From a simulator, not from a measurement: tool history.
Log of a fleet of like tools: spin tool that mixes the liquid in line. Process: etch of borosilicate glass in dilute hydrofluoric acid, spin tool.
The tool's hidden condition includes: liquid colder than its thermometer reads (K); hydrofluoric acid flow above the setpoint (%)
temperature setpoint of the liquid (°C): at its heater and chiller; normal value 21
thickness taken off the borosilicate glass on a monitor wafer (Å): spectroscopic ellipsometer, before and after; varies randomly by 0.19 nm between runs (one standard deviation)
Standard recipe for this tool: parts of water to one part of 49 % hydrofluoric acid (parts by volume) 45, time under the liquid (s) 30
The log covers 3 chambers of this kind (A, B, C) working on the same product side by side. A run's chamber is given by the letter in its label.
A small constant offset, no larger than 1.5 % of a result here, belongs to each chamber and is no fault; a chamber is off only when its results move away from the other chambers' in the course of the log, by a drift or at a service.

run	hour	temperature setpoint of the liquid (°C)	parts of water to one part of 49 % hydrofluoric acid (parts by volume)	time under the liquid (s)	hours since the thermometer was replaced	hours since the hydrofluoric acid flow meter was replaced	read-back film thickness of the borosilicate glass reference wafer, read on the same gauge (nm)	thickness taken off the borosilicate glass on a monitor wafer (Å)
1A	3.7	21	45	30	1035.3	421.2	110	185.88
2C	8.4	21	45	30	1506.6	1482.5	110.02	187.68
3B	11.8	21	45	30	1486.8	539.5	110	187.05
4C	17	21	45	30	1515.2	1491.1	110.01	191.11
5B	20.3	21	65	30	1495.3	548	110	126.05
6A	26.1	21	65	30	1057.7	443.6	110	125.52
7C	28.8	21	65	30	1527	1502.9	110	127.75
8B	32.3	21	45	30	1507.3	560	110.01	189.27
9A	35.4	21	45	30	1067	452.9	110.01	179.84
10C	41.4	25.5	30	30	1539.6	1515.5	109.99	335.97
11A	47.7	25.5	30	30	1079.3	465.2	109.99	333.18
12B	51.4	25.5	30	30	1526.4	579.1	110.02	353.12
13A	56.8	21	45	30	1088.4	474.3	110.01	176.48
14B	62.4	21	45	30	1537.4	590.1	110.01	187.18
# hour 63.2: chamber B: thermometer replaced
15C	66.5	21	45	30	1564.7	1540.6	110	189.86
16C	69.2	24.5	45	40	1567.4	1543.3	110	291.92
17B	75	24.5	45	40	11.8	602.7	110	292.21
18A	80.8	24.5	45	40	1112.4	498.3	109.99	265.72
19B	84.9	21	45	30	21.7	612.6	109.98	183.31
20A	91.2	21	45	30	1122.8	508.7	110.01	169.57
21C	95.2	21	45	30	1593.4	1569.3	110	188.61
22B	98.9	21	45	30	35.7	626.6	110	185.86

Does one chamber stand apart from the rest, does the shared gauge drift, or is all well apart from small per-chamber offsets? Give the chamber and the most likely cause, where there is one.

It is chamber A that slowly wanders off from its peers.
Cause: liquid colder than its thermometer reads (K) = 2.46.
Not necessarily distinguishable in this log from: hydrofluoric acid flow below the setpoint (%).

Which of the 4 candidates below, each the usual settings with something changed and its results left as question marks, puts chamber A back in line with what the other chambers give on the usual settings?
Allowed miss from the other chambers' usual-settings mean, per result, to count as in line: thickness taken off the borosilicate glass on a monitor wafer (Å) 6.6
23A-1	103.3	19.5	45	30				?
23A-2	103.3	23.5	45	30				?
23A-3	103.3	22.5	45	30				?
23A-4	103.3	18.5	45	30				?

Other chambers, usual settings, mean: thickness taken off the borosilicate glass on a monitor wafer (Å) 188.46
run	thickness taken off the borosilicate glass on a monitor wafer (Å)
23A-1	155.98
23A-2	185.45
23A-3	177.67
23A-4	149.23
23A-2 puts the chamber back in line with the other chambers.
